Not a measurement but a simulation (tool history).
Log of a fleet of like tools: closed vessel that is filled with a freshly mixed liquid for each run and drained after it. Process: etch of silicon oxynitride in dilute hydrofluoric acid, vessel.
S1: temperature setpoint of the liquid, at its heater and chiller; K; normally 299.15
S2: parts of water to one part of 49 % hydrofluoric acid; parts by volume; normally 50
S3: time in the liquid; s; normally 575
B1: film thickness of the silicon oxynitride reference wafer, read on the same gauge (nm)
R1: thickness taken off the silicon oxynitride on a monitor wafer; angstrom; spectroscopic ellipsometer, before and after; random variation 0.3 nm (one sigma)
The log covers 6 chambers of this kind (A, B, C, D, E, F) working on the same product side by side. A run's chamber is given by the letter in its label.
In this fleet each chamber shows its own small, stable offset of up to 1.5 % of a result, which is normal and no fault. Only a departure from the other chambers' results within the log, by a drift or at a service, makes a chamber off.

run 1B hour=16 | S1=299.15 S2=50 S3=575 | B1=139.98 | R1=366.98
run 2D hour=31.4 | S1=299.15 S2=50 S3=575 | B1=140.03 | R1=378.22
run 3A hour=45.3 | S1=299.15 S2=50 S3=575 | B1=139.99 | R1=385.09
-- hour=52.5 chamber A: hydrofluoric acid flow meter replaced
run 4E hour=57 | S1=299.15 S2=50 S3=575 | B1=140.03 | R1=375.65
run 5C hour=72.5 | S1=295.15 S2=50 S3=395 | B1=140.05 | R1=212.52
-- hour=82.8 chamber E: thermometer replaced
run 6F hour=86 | S1=295.15 S2=50 S3=395 | B1=140 | R1=206.74
-- hour=94.7 chamber D: hydrofluoric acid flow meter replaced
run 7C hour=97.9 | S1=295.15 S2=50 S3=395 | B1=140.01 | R1=211.18
run 8E hour=111.5 | S1=295.15 S2=50 S3=395 | B1=140.06 | R1=216.08
run 9F hour=123.8 | S1=295.15 S2=50 S3=395 | B1=139.97 | R1=207.9
run 10B hour=135.7 | S1=295.15 S2=50 S3=395 | B1=139.99 | R1=209.23
run 11D hour=147.7 | S1=299.15 S2=50 S3=575 | B1=140 | R1=370.49
run 12A hour=156.9 | S1=299.15 S2=50 S3=575 | B1=139.99 | R1=378.86
run 13C hour=168.7 | S1=299.15 S2=50 S3=575 | B1=140.02 | R1=375.89
-- hour=177.7 chamber C: hydrofluoric acid flow meter replaced
run 14E hour=180.5 | S1=299.15 S2=50 S3=575 | B1=140.01 | R1=374.3
run 15D hour=192 | S1=301.15 S2=50 S3=575 | B1=139.99 | R1=412.71
run 16F hour=206.8 | S1=301.15 S2=50 S3=575 | B1=140.01 | R1=404.04
run 17B hour=219 | S1=301.15 S2=50 S3=575 | B1=139.99 | R1=403.19
run 18A hour=228.6 | S1=301.15 S2=50 S3=575 | B1=140.03 | R1=417
run 19D hour=243 | S1=301.15 S2=50 S3=575 | B1=139.99 | R1=409.11
run 20E hour=251.2 | S1=301.15 S2=50 S3=575 | B1=139.99 | R1=413.88
run 21B hour=259.2 | S1=299.15 S2=50 S3=575 | B1=140.01 | R1=371.63
run 22F hour=268.4 | S1=299.15 S2=50 S3=575 | B1=139.99 | R1=362.35
run 23C hour=281 | S1=299.15 S2=50 S3=575 | B1=140 | R1=377.98
run 24A hour=290.1 | S1=299.15 S2=50 S3=575 | B1=139.98 | R1=382.16
run 25F hour=303.1 | S1=299.15 S2=50 S3=385 | B1=139.97 | R1=237.02
run 26E hour=311.2 | S1=299.15 S2=50 S3=385 | B1=140 | R1=254.33
run 27C hour=323.9 | S1=299.15 S2=50 S3=385 | B1=140.02 | R1=249.9
run 28D hour=336.2 | S1=299.15 S2=50 S3=385 | B1=140.02 | R1=250.03
run 29A hour=350.7 | S1=299.15 S2=50 S3=385 | B1=140 | R1=250.88
-- hour=356.3 chamber E: hydrofluoric acid flow meter replaced
-- hour=361.3 chamber D: thermometer replaced
run 30B hour=365.9 | S1=299.15 S2=50 S3=385 | B1=140.04 | R1=245.12
run 31E hour=373.2 | S1=299.15 S2=50 S3=575 | B1=140.02 | R1=374.93
run 32C hour=385.6 | S1=299.15 S2=50 S3=575 | B1=140.02 | R1=376.94
run 33F hour=397.3 | S1=299.15 S2=50 S3=575 | B1=139.99 | R1=351.41
run 34B hour=413.2 | S1=299.15 S2=50 S3=575 | B1=139.97 | R1=374.92
run 35D hour=424.2 | S1=299.15 S2=50 S3=575 | B1=139.99 | R1=375.82
-- hour=429 chamber A: thermometer replaced
run 36A hour=436.2 | S1=299.15 S2=50 S3=575 | B1=139.99 | R1=376.65
run 37D hour=449.2 | S1=299.15 S2=50 S3=575 | B1=139.99 | R1=373.72

The same settings go to every chamber for the next run, one line per chamber below. Forecast the results for each:
run 38A hour=460.8 | S1=299.15 S2=50 S3=575 | R1=?
run 38B hour=460.8 | S1=299.15 S2=50 S3=575 | R1=?
run 38C hour=460.8 | S1=299.15 S2=50 S3=575 | R1=?
run 38D hour=460.8 | S1=299.15 S2=50 S3=575 | R1=?
run 38E hour=460.8 | S1=299.15 S2=50 S3=575 | R1=?
run 38F hour=460.8 | S1=299.15 S2=50 S3=575 | R1=?

run=38A R1=385.06
run=38B R1=371.43
run=38C R1=372.65
run=38D R1=375.36
run=38E R1=376.92
run=38F R1=351.37
